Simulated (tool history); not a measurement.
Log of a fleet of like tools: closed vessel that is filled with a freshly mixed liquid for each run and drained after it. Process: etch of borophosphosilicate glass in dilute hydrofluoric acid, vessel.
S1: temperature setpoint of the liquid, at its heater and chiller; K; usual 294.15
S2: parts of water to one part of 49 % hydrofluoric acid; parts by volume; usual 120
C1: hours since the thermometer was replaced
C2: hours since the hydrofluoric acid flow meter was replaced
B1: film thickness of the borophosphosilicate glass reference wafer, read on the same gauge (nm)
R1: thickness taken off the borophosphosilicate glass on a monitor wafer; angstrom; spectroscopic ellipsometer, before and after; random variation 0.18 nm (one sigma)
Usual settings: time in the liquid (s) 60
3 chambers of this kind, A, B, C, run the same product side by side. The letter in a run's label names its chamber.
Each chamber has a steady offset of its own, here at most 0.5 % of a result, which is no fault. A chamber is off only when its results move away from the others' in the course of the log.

Run 1B, hour 8.6: usual settings; C1 2120; C2 620.1; B1 59.999. Result: R1 212.02 angstrom.
Run 2A, hour 19.6: usual settings; C1 97; C2 1090.6; B1 59.98. Result: R1 213.07 angstrom.
Run 3C, hour 27: usual settings; C1 1032.9; C2 965.3; B1 59.985. Result: R1 208.3 angstrom.
At hour 31: chamber C: hydrofluoric acid flow meter replaced.
Run 4A, hour 34.5: usual settings; C1 111.9; C2 1105.5; B1 60.031. Result: R1 210.62 angstrom.
Run 5C, hour 40.2: usual settings; C1 1046.1; C2 9.2; B1 60.013. Result: R1 210.21 angstrom.
Run 6B, hour 48.3: usual settings; C1 2159.7; C2 659.8; B1 59.961. Result: R1 206.02 angstrom.
Run 7A, hour 56: usual settings; C1 133.4; C2 1127; B1 60.011. Result: R1 208.06 angstrom.
Run 8C, hour 66.9: usual settings; C1 1072.8; C2 35.9; B1 60.002. Result: R1 209.25 angstrom.
Run 9B, hour 74.5: usual settings; C1 2185.9; C2 686; B1 60.012. Result: R1 209.75 angstrom.
Run 10C, hour 82.8: usual settings; C1 1088.7; C2 51.8; B1 59.991. Result: R1 209.59 angstrom.
Run 11B, hour 90.3: usual settings; C1 2201.7; C2 701.8; B1 60. Result: R1 206.4 angstrom.
Run 12A, hour 97.4: usual settings but S1 298.15 K, S2 80 parts by volume; C1 174.8; C2 1168.4; B1 60.024. Result: R1 390.37 angstrom.
Run 13B, hour 105.9: usual settings but S1 298.15 K, S2 80 parts by volume; C1 2217.3; C2 717.4; B1 59.994. Result: R1 386.95 angstrom.
Run 14C, hour 116.1: usual settings but S1 298.15 K, S2 80 parts by volume; C1 1122; C2 85.1; B1 59.988. Result: R1 387.33 angstrom.
Run 15A, hour 125.6: usual settings; C1 203; C2 1196.6; B1 59.999. Result: R1 210.53 angstrom.
Run 16B, hour 134: usual settings; C1 2245.4; C2 745.5; B1 60.004. Result: R1 204.25 angstrom.
Run 17C, hour 140.7: usual settings; C1 1146.6; C2 109.7; B1 59.995. Result: R1 210.28 angstrom.
Run 18A, hour 149.5: usual settings; C1 226.9; C2 1220.5; B1 60.018. Result: R1 207.12 angstrom.
Run 19B, hour 154.5: usual settings; C1 2265.9; C2 766; B1 60.069. Result: R1 200.1 angstrom.
Run 20A, hour 163.2: usual settings; C1 240.6; C2 1234.2; B1 59.971. Result: R1 208.12 angstrom.
Run 21C, hour 170.8: usual settings; C1 1176.7; C2 139.8; B1 60.023. Result: R1 213.61 angstrom.
Run 22C, hour 178.4: usual settings; C1 1184.3; C2 147.4; B1 60.001. Result: R1 212.1 angstrom.
Run 23B, hour 187.8: usual settings; C1 2299.2; C2 799.3; B1 59.99. Result: R1 200.05 angstrom.
Run 24A, hour 195.6: usual settings; C1 273; C2 1266.6; B1 59.948. Result: R1 210.64 angstrom.
Run 25B, hour 202.7: usual settings; C1 2314.1; C2 814.2; B1 59.962. Result: R1 197.01 angstrom.
Run 26C, hour 207.6: usual settings; C1 1213.5; C2 176.6; B1 59.997. Result: R1 210.66 angstrom.
Run 27A, hour 217: usual settings; C1 294.4; C2 1288; B1 60.042. Result: R1 212.41 angstrom.
Run 28C, hour 225.5: usual settings; C1 1231.4; C2 194.5; B1 60.024. Result: R1 213.89 angstrom.
Run 29B, hour 233.4: usual settings; C1 2344.8; C2 844.9; B1 60.007. Result: R1 195.86 angstrom.
Run 30A, hour 241.4: usual settings but S1 292.65 K; C1 318.8; C2 1312.4; B1 59.944. Result: R1 197.72 angstrom.
Run 31B, hour 250.6: usual settings but S1 292.65 K; C1 2362; C2 862.1; B1 60.007. Result: R1 180.95 angstrom.
Run 32A, hour 258.7: usual settings but S1 292.65 K; C1 336.1; C2 1329.7; B1 59.976. Result: R1 198.75 angstrom.
Run 33C, hour 267.6: usual settings; C1 1273.5; C2 236.6; B1 60.062. Result: R1 210.15 angstrom.
Run 34B, hour 278: usual settings; C1 2389.4; C2 889.5; B1 60.034. Result: R1 192.56 angstrom.
Run 35A, hour 285.7: usual settings; C1 363.1; C2 1356.7; B1 60.018. Result: R1 210.48 angstrom.
Run 36C, hour 293.9: usual settings; C1 1299.8; C2 262.9; B1 60.011. Result: R1 209.89 angstrom.
Run 37B, hour 302.2: usual settings; C1 2413.6; C2 913.7; B1 60.002. Result: R1 190.17 angstrom.
Run 38A, hour 313.3: usual settings; C1 390.7; C2 1384.3; B1 59.992. Result: R1 208.72 angstrom.
Run 39C, hour 323.5: usual settings; C1 1329.4; C2 292.5; B1 60.033. Result: R1 210.24 angstrom.
Run 40A, hour 329.1: usual settings; C1 406.5; C2 1400.1; B1 60.033. Result: R1 212.05 angstrom.

All 3 chambers run these settings next. Forecast each chamber's results:
Run 41A, hour 337.2: usual settings but S1 298.15 K. Result: R1 ?.
Run 41B, hour 337.2: usual settings but S1 298.15 K. Result: R1 ?.
Run 41C, hour 337.2: usual settings but S1 298.15 K. Result: R1 ?.

run      R1
41A  248.25
41B  217.99
41C  244.45

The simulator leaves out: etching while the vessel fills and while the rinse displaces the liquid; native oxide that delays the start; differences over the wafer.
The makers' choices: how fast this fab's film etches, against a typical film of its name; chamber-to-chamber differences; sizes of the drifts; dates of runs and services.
